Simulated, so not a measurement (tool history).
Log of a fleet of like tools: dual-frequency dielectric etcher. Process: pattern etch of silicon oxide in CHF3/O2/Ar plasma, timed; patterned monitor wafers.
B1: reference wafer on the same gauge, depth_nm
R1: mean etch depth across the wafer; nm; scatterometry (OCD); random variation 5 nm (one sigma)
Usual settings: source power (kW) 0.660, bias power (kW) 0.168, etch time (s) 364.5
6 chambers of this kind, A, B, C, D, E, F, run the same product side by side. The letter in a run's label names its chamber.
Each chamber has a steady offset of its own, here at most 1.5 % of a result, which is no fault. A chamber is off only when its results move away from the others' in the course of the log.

run 1D hour=4.0 | source_power_(kW)=0.660 bias_power_(kW)=0.168 etch_time_(s)=364.5 | B1=648.39 | R1=740.00
run 2F hour=7.8 | source_power_(kW)=0.660 bias_power_(kW)=0.168 etch_time_(s)=364.5 | B1=647.12 | R1=730.10
run 3C hour=9.9 | source_power_(kW)=0.660 bias_power_(kW)=0.168 etch_time_(s)=364.5 | B1=646.37 | R1=730.54
run 4A hour=13.5 | source_power_(kW)=0.660 bias_power_(kW)=0.168 etch_time_(s)=364.5 | B1=648.92 | R1=732.61
run 5B hour=17.0 | source_power_(kW)=0.660 bias_power_(kW)=0.168 etch_time_(s)=364.5 | B1=647.23 | R1=731.89
run 6E hour=20.8 | source_power_(kW)=0.660 bias_power_(kW)=0.168 etch_time_(s)=364.5 | B1=646.99 | R1=724.92
run 7D hour=24.3 | source_power_(kW)=0.660 bias_power_(kW)=0.168 etch_time_(s)=364.5 | B1=648.12 | R1=733.57
run 8B hour=26.6 | source_power_(kW)=0.550 bias_power_(kW)=0.168 etch_time_(s)=455.5 | B1=647.46 | R1=853.77
run 9F hour=30.5 | source_power_(kW)=0.550 bias_power_(kW)=0.168 etch_time_(s)=455.5 | B1=647.98 | R1=847.73
run 10C hour=34.1 | source_power_(kW)=0.550 bias_power_(kW)=0.168 etch_time_(s)=455.5 | B1=647.11 | R1=849.44
run 11A hour=36.8 | source_power_(kW)=0.550 bias_power_(kW)=0.168 etch_time_(s)=455.5 | B1=649.19 | R1=848.41
run 12E hour=41.0 | source_power_(kW)=0.550 bias_power_(kW)=0.168 etch_time_(s)=455.5 | B1=648.09 | R1=849.76
run 13B hour=43.7 | source_power_(kW)=0.550 bias_power_(kW)=0.168 etch_time_(s)=455.5 | B1=647.61 | R1=848.00
run 14A hour=47.8 | source_power_(kW)=0.660 bias_power_(kW)=0.168 etch_time_(s)=364.5 | B1=648.10 | R1=733.73
run 15C hour=50.6 | source_power_(kW)=0.660 bias_power_(kW)=0.168 etch_time_(s)=364.5 | B1=648.93 | R1=741.94
run 16D hour=54.4 | source_power_(kW)=0.660 bias_power_(kW)=0.168 etch_time_(s)=364.5 | B1=648.59 | R1=739.32
run 17F hour=58.3 | source_power_(kW)=0.660 bias_power_(kW)=0.168 etch_time_(s)=364.5 | B1=647.67 | R1=732.30
run 18E hour=61.2 | source_power_(kW)=0.660 bias_power_(kW)=0.168 etch_time_(s)=364.5 | B1=647.90 | R1=720.28
run 19D hour=63.2 | source_power_(kW)=0.660 bias_power_(kW)=0.168 etch_time_(s)=364.5 | B1=648.58 | R1=741.02
run 20F hour=67.1 | source_power_(kW)=0.660 bias_power_(kW)=0.168 etch_time_(s)=364.5 | B1=647.12 | R1=737.45
run 21E hour=69.7 | source_power_(kW)=0.660 bias_power_(kW)=0.168 etch_time_(s)=364.5 | B1=648.77 | R1=728.79
run 22A hour=72.6 | source_power_(kW)=0.660 bias_power_(kW)=0.168 etch_time_(s)=364.5 | B1=647.39 | R1=733.47
run 23B hour=75.3 | source_power_(kW)=0.660 bias_power_(kW)=0.168 etch_time_(s)=364.5 | B1=648.39 | R1=733.86
run 24C hour=79.2 | source_power_(kW)=0.660 bias_power_(kW)=0.168 etch_time_(s)=364.5 | B1=648.99 | R1=732.05
run 25B hour=81.9 | source_power_(kW)=0.660 bias_power_(kW)=0.168 etch_time_(s)=364.5 | B1=648.41 | R1=733.61
run 26F hour=84.5 | source_power_(kW)=0.660 bias_power_(kW)=0.168 etch_time_(s)=364.5 | B1=647.84 | R1=742.21
run 27C hour=87.6 | source_power_(kW)=0.660 bias_power_(kW)=0.168 etch_time_(s)=364.5 | B1=647.99 | R1=733.60
run 28E hour=91.7 | source_power_(kW)=0.660 bias_power_(kW)=0.168 etch_time_(s)=364.5 | B1=649.38 | R1=728.01
run 29A hour=94.1 | source_power_(kW)=0.660 bias_power_(kW)=0.168 etch_time_(s)=364.5 | B1=648.36 | R1=738.40
run 30D hour=96.0 | source_power_(kW)=0.660 bias_power_(kW)=0.168 etch_time_(s)=364.5 | B1=647.65 | R1=743.77
run 31A hour=100.0 | source_power_(kW)=0.660 bias_power_(kW)=0.146 etch_time_(s)=364.5 | B1=648.16 | R1=698.47
-- hour=102.1 chamber B: wet clean of the chamber
run 32F hour=102.9 | source_power_(kW)=0.660 bias_power_(kW)=0.146 etch_time_(s)=364.5 | B1=647.82 | R1=701.26
run 33D hour=105.4 | source_power_(kW)=0.660 bias_power_(kW)=0.146 etch_time_(s)=364.5 | B1=647.96 | R1=713.78
run 34B hour=107.3 | source_power_(kW)=0.660 bias_power_(kW)=0.146 etch_time_(s)=364.5 | B1=647.79 | R1=698.89
run 35E hour=111.3 | source_power_(kW)=0.660 bias_power_(kW)=0.146 etch_time_(s)=364.5 | B1=646.77 | R1=706.49
run 36C hour=114.3 | source_power_(kW)=0.660 bias_power_(kW)=0.146 etch_time_(s)=364.5 | B1=648.51 | R1=700.17
run 37A hour=116.2 | source_power_(kW)=0.660 bias_power_(kW)=0.168 etch_time_(s)=364.5 | B1=647.88 | R1=744.01
run 38E hour=118.4 | source_power_(kW)=0.660 bias_power_(kW)=0.168 etch_time_(s)=364.5 | B1=648.60 | R1=738.02
run 39D hour=122.6 | source_power_(kW)=0.660 bias_power_(kW)=0.168 etch_time_(s)=364.5 | B1=647.92 | R1=739.26

All 6 chambers run these settings next. Forecast each chamber's results:
run 40A hour=125.7 | source_power_(kW)=0.660 bias_power_(kW)=0.168 etch_time_(s)=364.5 | R1=?
run 40B hour=125.7 | source_power_(kW)=0.660 bias_power_(kW)=0.168 etch_time_(s)=364.5 | R1=?
run 40C hour=125.7 | source_power_(kW)=0.660 bias_power_(kW)=0.168 etch_time_(s)=364.5 | R1=?
run 40D hour=125.7 | source_power_(kW)=0.660 bias_power_(kW)=0.168 etch_time_(s)=364.5 | R1=?
run 40E hour=125.7 | source_power_(kW)=0.660 bias_power_(kW)=0.168 etch_time_(s)=364.5 | R1=?
run 40F hour=125.7 | source_power_(kW)=0.660 bias_power_(kW)=0.168 etch_time_(s)=364.5 | R1=?

run=40A R1=733.39
run=40B R1=734.92
run=40C R1=731.07
run=40D R1=731.40
run=40E R1=728.89
run=40F R1=725.09
